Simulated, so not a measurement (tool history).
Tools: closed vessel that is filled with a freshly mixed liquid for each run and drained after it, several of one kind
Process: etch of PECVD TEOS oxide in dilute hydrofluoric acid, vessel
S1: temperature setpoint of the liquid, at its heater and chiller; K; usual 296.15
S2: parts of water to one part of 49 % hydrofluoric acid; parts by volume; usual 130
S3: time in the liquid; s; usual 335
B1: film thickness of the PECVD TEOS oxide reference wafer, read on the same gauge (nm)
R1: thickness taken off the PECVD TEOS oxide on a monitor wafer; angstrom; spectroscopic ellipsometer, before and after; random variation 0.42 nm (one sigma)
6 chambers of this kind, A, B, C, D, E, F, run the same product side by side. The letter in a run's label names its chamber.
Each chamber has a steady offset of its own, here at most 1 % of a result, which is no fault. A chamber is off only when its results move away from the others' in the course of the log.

Run 1D, hour 14.8: usual settings; B1 119.99. Result: R1 493.70 angstrom.
Run 2B, hour 25.5: usual settings; B1 119.94. Result: R1 505.68 angstrom.
Run 3E, hour 33.9: usual settings; B1 120.01. Result: R1 496.77 angstrom.
At hour 42.2: chamber F: hydrofluoric acid flow meter replaced.
Run 4C, hour 49.8: usual settings; B1 120.01. Result: R1 495.17 angstrom.
Run 5A, hour 59.3: usual settings; B1 119.99. Result: R1 507.02 angstrom.
At hour 68.4: chamber A: hydrofluoric acid flow meter replaced.
Run 6F, hour 70.4: usual settings; B1 119.99. Result: R1 496.79 angstrom.
Run 7E, hour 83.8: usual settings; B1 119.98. Result: R1 494.32 angstrom.
Run 8B, hour 96.8: usual settings; B1 120.00. Result: R1 501.93 angstrom.
Run 9F, hour 106.2: usual settings but S1 291.65 K, S2 80 parts by volume; B1 120.00. Result: R1 717.35 angstrom.
Run 10D, hour 119.6: usual settings but S1 291.65 K, S2 80 parts by volume; B1 120.01. Result: R1 724.70 angstrom.
Run 11A, hour 133.6: usual settings but S1 291.65 K, S2 80 parts by volume; B1 120.00. Result: R1 716.86 angstrom.
Run 12C, hour 140.7: usual settings but S1 291.65 K, S2 80 parts by volume; B1 120.01. Result: R1 717.19 angstrom.
Run 13E, hour 153.0: usual settings but S1 291.65 K, S2 80 parts by volume; B1 120.00. Result: R1 697.53 angstrom.
Run 14B, hour 165.7: usual settings but S1 291.65 K, S2 80 parts by volume; B1 119.96. Result: R1 725.26 angstrom.
Run 15A, hour 173.6: usual settings but S1 293.65 K; B1 119.99. Result: R1 448.07 angstrom.
Run 16F, hour 189.1: usual settings but S1 293.65 K; B1 120.01. Result: R1 455.05 angstrom.
Run 17D, hour 203.1: usual settings but S1 293.65 K; B1 120.02. Result: R1 450.76 angstrom.
Run 18C, hour 218.4: usual settings but S1 293.65 K; B1 120.01. Result: R1 452.24 angstrom.
Run 19E, hour 229.5: usual settings but S1 293.65 K; B1 120.01. Result: R1 444.58 angstrom.
Run 20F, hour 237.8: usual settings but S1 293.65 K; B1 119.98. Result: R1 454.75 angstrom.
Run 21A, hour 245.9: usual settings; B1 119.99. Result: R1 495.17 angstrom.
Run 22C, hour 256.1: usual settings; B1 120.03. Result: R1 502.67 angstrom.
Run 23B, hour 271.3: usual settings; B1 120.03. Result: R1 506.43 angstrom.
Run 24D, hour 281.0: usual settings; B1 119.97. Result: R1 490.48 angstrom.
Run 25E, hour 295.1: usual settings; B1 120.00. Result: R1 483.15 angstrom.
Run 26C, hour 306.1: usual settings; B1 119.97. Result: R1 497.16 angstrom.
Run 27D, hour 319.4: usual settings; B1 120.00. Result: R1 490.37 angstrom.
Run 28B, hour 331.8: usual settings; B1 120.03. Result: R1 502.17 angstrom.
Run 29F, hour 341.9: usual settings; B1 119.99. Result: R1 501.19 angstrom.
At hour 345.2: chamber C: hydrofluoric acid flow meter replaced.
Run 30A, hour 355.2: usual settings; B1 120.03. Result: R1 495.27 angstrom.
Run 31C, hour 362.8: usual settings; B1 120.04. Result: R1 495.58 angstrom.
Run 32F, hour 374.4: usual settings; B1 119.99. Result: R1 504.27 angstrom.
Run 33E, hour 385.7: usual settings; B1 120.02. Result: R1 481.44 angstrom.
Run 34D, hour 401.7: usual settings; B1 120.06. Result: R1 501.77 angstrom.
At hour 409.2: chamber B: hydrofluoric acid flow meter replaced.
Run 35B, hour 416.4: usual settings; B1 119.98. Result: R1 504.62 angstrom.
Run 36A, hour 424.9: usual settings; B1 120.04. Result: R1 498.22 angstrom.
Run 37C, hour 434.4: usual settings; B1 120.06. Result: R1 494.70 angstrom.
Run 38D, hour 449.1: usual settings but S1 298.65 K, S3 270 s; B1 120.00. Result: R1 439.42 angstrom.
Run 39A, hour 463.0: usual settings but S1 298.65 K, S3 270 s; B1 120.01. Result: R1 447.74 angstrom.
Run 40E, hour 477.6: usual settings but S1 298.65 K, S3 270 s; B1 119.99. Result: R1 421.47 angstrom.
At hour 492.4: chamber B: thermometer replaced.
Run 41F, hour 492.7: usual settings but S1 298.65 K, S3 270 s; B1 120.01. Result: R1 447.61 angstrom.
Run 42B, hour 504.4: usual settings but S1 298.65 K, S3 270 s; B1 120.02. Result: R1 446.25 angstrom.
Run 43F, hour 518.3: usual settings but S1 298.65 K, S3 270 s; B1 120.04. Result: R1 446.76 angstrom.

What goes on in this fleet: one chamber off, a drifting gauge, or nothing beyond the chambers' own small offsets? Name the chamber and the cause, if any.

Chamber E drifts away from the others.
Cause: hydrofluoric acid flow below the setpoint (%) = 4.72.
The log may not tell that from: liquid colder than its thermometer reads (K).

Here are 4 candidates for chamber E's next run, each the usual settings with a change, their results left as question marks. Which one brings its results back in line with what the others give on the usual settings?
In line means no further than this from the other chambers' mean on the usual settings: R1 15.00 angstrom
Run 44E-1, hour 529.8: usual settings but S3 355 s. Result: R1 ?.
Run 44E-2, hour 529.8: usual settings but S2 115 parts by volume. Result: R1 ?.
Run 44E-3, hour 529.8: usual settings but S2 135 parts by volume, S3 310 s. Result: R1 ?.
Run 44E-4, hour 529.8: usual settings but S3 315 s. Result: R1 ?.

The other chambers' mean on the usual settings: R1 500.57 angstrom
  run      R1
44E-1  498.35
44E-2  541.02
44E-3  416.63
44E-4  442.20
44E-1 brings the chamber back in line.
